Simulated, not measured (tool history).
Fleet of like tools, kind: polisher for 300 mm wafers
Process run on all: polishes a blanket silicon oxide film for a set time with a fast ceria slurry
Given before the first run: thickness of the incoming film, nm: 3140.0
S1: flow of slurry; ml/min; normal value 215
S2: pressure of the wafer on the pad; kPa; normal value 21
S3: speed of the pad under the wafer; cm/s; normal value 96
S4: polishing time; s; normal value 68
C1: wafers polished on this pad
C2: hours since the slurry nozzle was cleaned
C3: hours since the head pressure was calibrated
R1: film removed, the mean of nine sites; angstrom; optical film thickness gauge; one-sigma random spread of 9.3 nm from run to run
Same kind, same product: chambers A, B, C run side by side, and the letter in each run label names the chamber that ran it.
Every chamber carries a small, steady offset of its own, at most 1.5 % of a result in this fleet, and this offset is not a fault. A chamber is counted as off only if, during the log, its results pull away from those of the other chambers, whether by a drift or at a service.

At hour 0.5: chamber C: worn pad replaced by a new one.
Run 1B, hour 5.3: usual settings; C1 209; C2 665.7; C3 663.5. Result: R1 13184 angstrom.
Run 2C, hour 12.3: usual settings; C1 136; C2 168.2; C3 254.1. Result: R1 12858 angstrom.
Run 3A, hour 20.1: usual settings; C1 433; C2 491.8; C3 54.0. Result: R1 13125 angstrom.
Run 4B, hour 24.4: usual settings; C1 430; C2 684.8; C3 682.6. Result: R1 13211 angstrom.
Run 5C, hour 29.3: usual settings; C1 333; C2 185.2; C3 271.1. Result: R1 12977 angstrom.
Run 6A, hour 34.1: usual settings; C1 595; C2 505.8; C3 68.0. Result: R1 12995 angstrom.
Run 7B, hour 41.4: usual settings; C1 626; C2 701.8; C3 699.6. Result: R1 13392 angstrom.
At hour 42.9: chamber A: worn pad replaced by a new one.
At hour 44.0: chamber B: worn pad replaced by a new one.
Run 8A, hour 46.9: usual settings; C1 46; C2 518.6; C3 80.8. Result: R1 13038 angstrom.
Run 9C, hour 53.1: usual settings; C1 608; C2 209.0; C3 294.9. Result: R1 12958 angstrom.
Run 10C, hour 57.7: usual settings; C1 661; C2 213.6; C3 299.5. Result: R1 12902 angstrom.
Run 11A, hour 64.5: usual settings; C1 250; C2 536.2; C3 98.4. Result: R1 13048 angstrom.
Run 12B, hour 69.5: usual settings; C1 295; C2 729.9; C3 727.7. Result: R1 13753 angstrom.
Run 13A, hour 76.8: usual settings; C1 392; C2 548.5; C3 110.7. Result: R1 13124 angstrom.
Run 14B, hour 82.3: usual settings; C1 442; C2 742.7; C3 740.5. Result: R1 13693 angstrom.
At hour 82.8: chamber A: slurry nozzle cleaned.
Run 15C, hour 87.0: usual settings; C1 999; C2 242.9; C3 328.8. Result: R1 12851 angstrom.
Run 16A, hour 92.3: usual settings; C1 571; C2 9.5; C3 126.2. Result: R1 13154 angstrom.
Run 17C, hour 99.6: usual settings; C1 1145; C2 255.5; C3 341.4. Result: R1 12866 angstrom.
At hour 100.1: chamber B: worn pad replaced by a new one.
At hour 100.1: chamber C: worn pad replaced by a new one.
At hour 101.8: chamber A: worn pad replaced by a new one.
Run 18B, hour 106.6: usual settings; C1 75; C2 767.0; C3 764.8. Result: R1 13970 angstrom.
Run 19A, hour 110.2: usual settings; C1 97; C2 27.4; C3 144.1. Result: R1 13077 angstrom.
Run 20B, hour 116.7: usual settings; C1 191; C2 777.1; C3 774.9. Result: R1 14134 angstrom.
Run 21C, hour 123.6: usual settings; C1 272; C2 279.5; C3 365.4. Result: R1 12703 angstrom.
Run 22C, hour 131.2: usual settings; C1 359; C2 287.1; C3 373.0. Result: R1 12888 angstrom.

Decide between three cases: one chamber stands off from its peers, the gauge reading all wafers drifts, or nothing is wrong past each chamber's small offset. Where a chamber is off, say which and what most likely put it there.

It is chamber B that slowly wanders off from its peers.
Likeliest cause: head's pressure above its setpoint, % = 9.72.

Here are 4 candidates for chamber B's next run, each the usual settings with a change, their results left as question marks. Which one brings its results back in line with what the others give on the usual settings?
In line here means within this much of the mean the other chambers give on the usual settings: R1 320 angstrom
Run 23B-1, hour 136.8: usual settings but S2 21.4 kPa, S4 69 s. Result: R1 ?.
Run 23B-2, hour 136.8: usual settings but S2 20.0 kPa, S4 67 s. Result: R1 ?.
Run 23B-3, hour 136.8: usual settings but S1 210 ml/min, S4 62 s. Result: R1 ?.
Run 23B-4, hour 136.8: usual settings but S3 106 cm/s. Result: R1 ?.

The mean the other chambers reach with the usual settings: R1 13001 angstrom
  run     R1
23B-1  15054
23B-2  13674
23B-3  13050
23B-4  15833
23B-3 is the one that brings the chamber's results back in line with the other chambers.
